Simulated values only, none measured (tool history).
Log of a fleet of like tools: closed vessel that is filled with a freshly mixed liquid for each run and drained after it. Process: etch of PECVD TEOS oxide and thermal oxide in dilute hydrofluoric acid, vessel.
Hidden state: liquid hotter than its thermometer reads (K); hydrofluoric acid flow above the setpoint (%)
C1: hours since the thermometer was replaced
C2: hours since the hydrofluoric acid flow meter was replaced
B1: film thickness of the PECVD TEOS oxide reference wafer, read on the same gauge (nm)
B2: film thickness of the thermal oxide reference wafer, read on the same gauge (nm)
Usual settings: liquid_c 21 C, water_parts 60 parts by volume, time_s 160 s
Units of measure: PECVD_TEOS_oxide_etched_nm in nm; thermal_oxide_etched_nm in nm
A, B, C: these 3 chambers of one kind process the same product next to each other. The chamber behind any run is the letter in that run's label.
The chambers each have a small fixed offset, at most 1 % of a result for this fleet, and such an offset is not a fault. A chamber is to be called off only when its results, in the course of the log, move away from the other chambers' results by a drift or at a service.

run 1B hour=10.5 | liquid_c=21 water_parts=60 time_s=160 | C1=370.5 C2=854.4 | B1=100.01 B2=119.99 | PECVD_TEOS_oxide_etched_nm=24.84 thermal_oxide_etched_nm=12.256
run 2A hour=19.2 | liquid_c=21 water_parts=60 time_s=160 | C1=1744.9 C2=514.3 | B1=100 B2=120.03 | PECVD_TEOS_oxide_etched_nm=25.17 thermal_oxide_etched_nm=12.45
run 3C hour=24.3 | liquid_c=21 water_parts=60 time_s=160 | C1=766.9 C2=579.1 | B1=99.994 B2=119.94 | PECVD_TEOS_oxide_etched_nm=24.769 thermal_oxide_etched_nm=12.366
run 4B hour=29.4 | liquid_c=21 water_parts=60 time_s=160 | C1=389.4 C2=873.3 | B1=100.01 B2=120.02 | PECVD_TEOS_oxide_etched_nm=24.88 thermal_oxide_etched_nm=12.42
run 5A hour=36.6 | liquid_c=18 water_parts=35 time_s=160 | C1=1762.3 C2=531.7 | B1=100.02 B2=119.97 | PECVD_TEOS_oxide_etched_nm=38.813 thermal_oxide_etched_nm=19.16
run 6C hour=46.4 | liquid_c=18 water_parts=35 time_s=160 | C1=789 C2=601.2 | B1=99.993 B2=120.02 | PECVD_TEOS_oxide_etched_nm=38.639 thermal_oxide_etched_nm=19.362
run 7A hour=55.3 | liquid_c=18 water_parts=35 time_s=160 | C1=1781 C2=550.4 | B1=99.996 B2=120.04 | PECVD_TEOS_oxide_etched_nm=38.968 thermal_oxide_etched_nm=19.177
run 8B hour=63.2 | liquid_c=21 water_parts=75 time_s=160 | C1=423.2 C2=907.1 | B1=100.01 B2=119.96 | PECVD_TEOS_oxide_etched_nm=19.638 thermal_oxide_etched_nm=9.8125
run 9C hour=69.5 | liquid_c=21 water_parts=75 time_s=160 | C1=812.1 C2=624.3 | B1=100.03 B2=119.97 | PECVD_TEOS_oxide_etched_nm=19.521 thermal_oxide_etched_nm=9.9694
run 10A hour=76 | liquid_c=21 water_parts=75 time_s=160 | C1=1801.7 C2=571.1 | B1=99.997 B2=119.97 | PECVD_TEOS_oxide_etched_nm=19.887 thermal_oxide_etched_nm=9.793
run 11C hour=83.6 | liquid_c=21 water_parts=60 time_s=160 | C1=826.2 C2=638.4 | B1=99.988 B2=119.98 | PECVD_TEOS_oxide_etched_nm=24.805 thermal_oxide_etched_nm=12.438
run 12B hour=93.2 | liquid_c=21 water_parts=60 time_s=160 | C1=453.2 C2=937.1 | B1=100 B2=119.96 | PECVD_TEOS_oxide_etched_nm=25.075 thermal_oxide_etched_nm=12.25
run 13B hour=102.7 | liquid_c=21 water_parts=60 time_s=160 | C1=462.7 C2=946.6 | B1=100 B2=119.99 | PECVD_TEOS_oxide_etched_nm=24.949 thermal_oxide_etched_nm=12.484
run 14A hour=109.8 | liquid_c=21 water_parts=60 time_s=160 | C1=1835.5 C2=604.9 | B1=100 B2=119.98 | PECVD_TEOS_oxide_etched_nm=25.092 thermal_oxide_etched_nm=12.325
run 15C hour=116.3 | liquid_c=21 water_parts=60 time_s=160 | C1=858.9 C2=671.1 | B1=100 B2=119.98 | PECVD_TEOS_oxide_etched_nm=24.837 thermal_oxide_etched_nm=12.44
run 16B hour=121.3 | liquid_c=21 water_parts=60 time_s=160 | C1=481.3 C2=965.2 | B1=99.995 B2=120.03 | PECVD_TEOS_oxide_etched_nm=25.009 thermal_oxide_etched_nm=12.112
run 17C hour=130.4 | liquid_c=21 water_parts=60 time_s=160 | C1=873 C2=685.2 | B1=100.03 B2=119.95 | PECVD_TEOS_oxide_etched_nm=24.877 thermal_oxide_etched_nm=12.439
run 18A hour=135.3 | liquid_c=21 water_parts=60 time_s=160 | C1=1861 C2=630.4 | B1=100.01 B2=120.02 | PECVD_TEOS_oxide_etched_nm=25.334 thermal_oxide_etched_nm=12.547
run 19C hour=140 | liquid_c=21 water_parts=60 time_s=160 | C1=882.6 C2=694.8 | B1=99.991 B2=119.99 | PECVD_TEOS_oxide_etched_nm=24.82 thermal_oxide_etched_nm=12.43
run 20B hour=145.2 | liquid_c=21 water_parts=60 time_s=160 | C1=505.2 C2=989.1 | B1=99.99 B2=120.04 | PECVD_TEOS_oxide_etched_nm=25.113 thermal_oxide_etched_nm=12.422
run 21A hour=155.3 | liquid_c=21 water_parts=60 time_s=160 | C1=1881 C2=650.4 | B1=99.978 B2=119.99 | PECVD_TEOS_oxide_etched_nm=25.299 thermal_oxide_etched_nm=12.352
run 22A hour=164 | liquid_c=21 water_parts=60 time_s=160 | C1=1889.7 C2=659.1 | B1=100.01 B2=120 | PECVD_TEOS_oxide_etched_nm=25.156 thermal_oxide_etched_nm=12.568
run 23B hour=172.8 | liquid_c=21 water_parts=60 time_s=160 | C1=532.8 C2=1016.7 | B1=99.996 B2=119.98 | PECVD_TEOS_oxide_etched_nm=25.022 thermal_oxide_etched_nm=12.398
run 24C hour=179.9 | liquid_c=21 water_parts=60 time_s=160 | C1=922.5 C2=734.7 | B1=100.02 B2=120 | PECVD_TEOS_oxide_etched_nm=24.651 thermal_oxide_etched_nm=12.248
run 25B hour=189.6 | liquid_c=21 water_parts=60 time_s=160 | C1=549.6 C2=1033.5 | B1=99.982 B2=119.98 | PECVD_TEOS_oxide_etched_nm=24.984 thermal_oxide_etched_nm=12.38
run 26A hour=200 | liquid_c=22.5 water_parts=80 time_s=160 | C1=1925.7 C2=695.1 | B1=100 B2=120.02 | PECVD_TEOS_oxide_etched_nm=19.886 thermal_oxide_etched_nm=9.7725
-- hour=201 chamber C: hydrofluoric acid flow meter replaced
run 27C hour=205.6 | liquid_c=22.5 water_parts=80 time_s=160 | C1=948.2 C2=4.7 | B1=99.996 B2=119.98 | PECVD_TEOS_oxide_etched_nm=19.362 thermal_oxide_etched_nm=9.6726
run 28B hour=214.8 | liquid_c=22.5 water_parts=80 time_s=160 | C1=574.8 C2=1058.7 | B1=99.994 B2=119.98 | PECVD_TEOS_oxide_etched_nm=19.422 thermal_oxide_etched_nm=9.6963

What goes on in this fleet: one chamber off, a drifting gauge, or nothing beyond the chambers' own small offsets? Name the chamber and the cause, if any.

All chambers stay in line apart from their small fixed offsets, and the gauge does not drift.
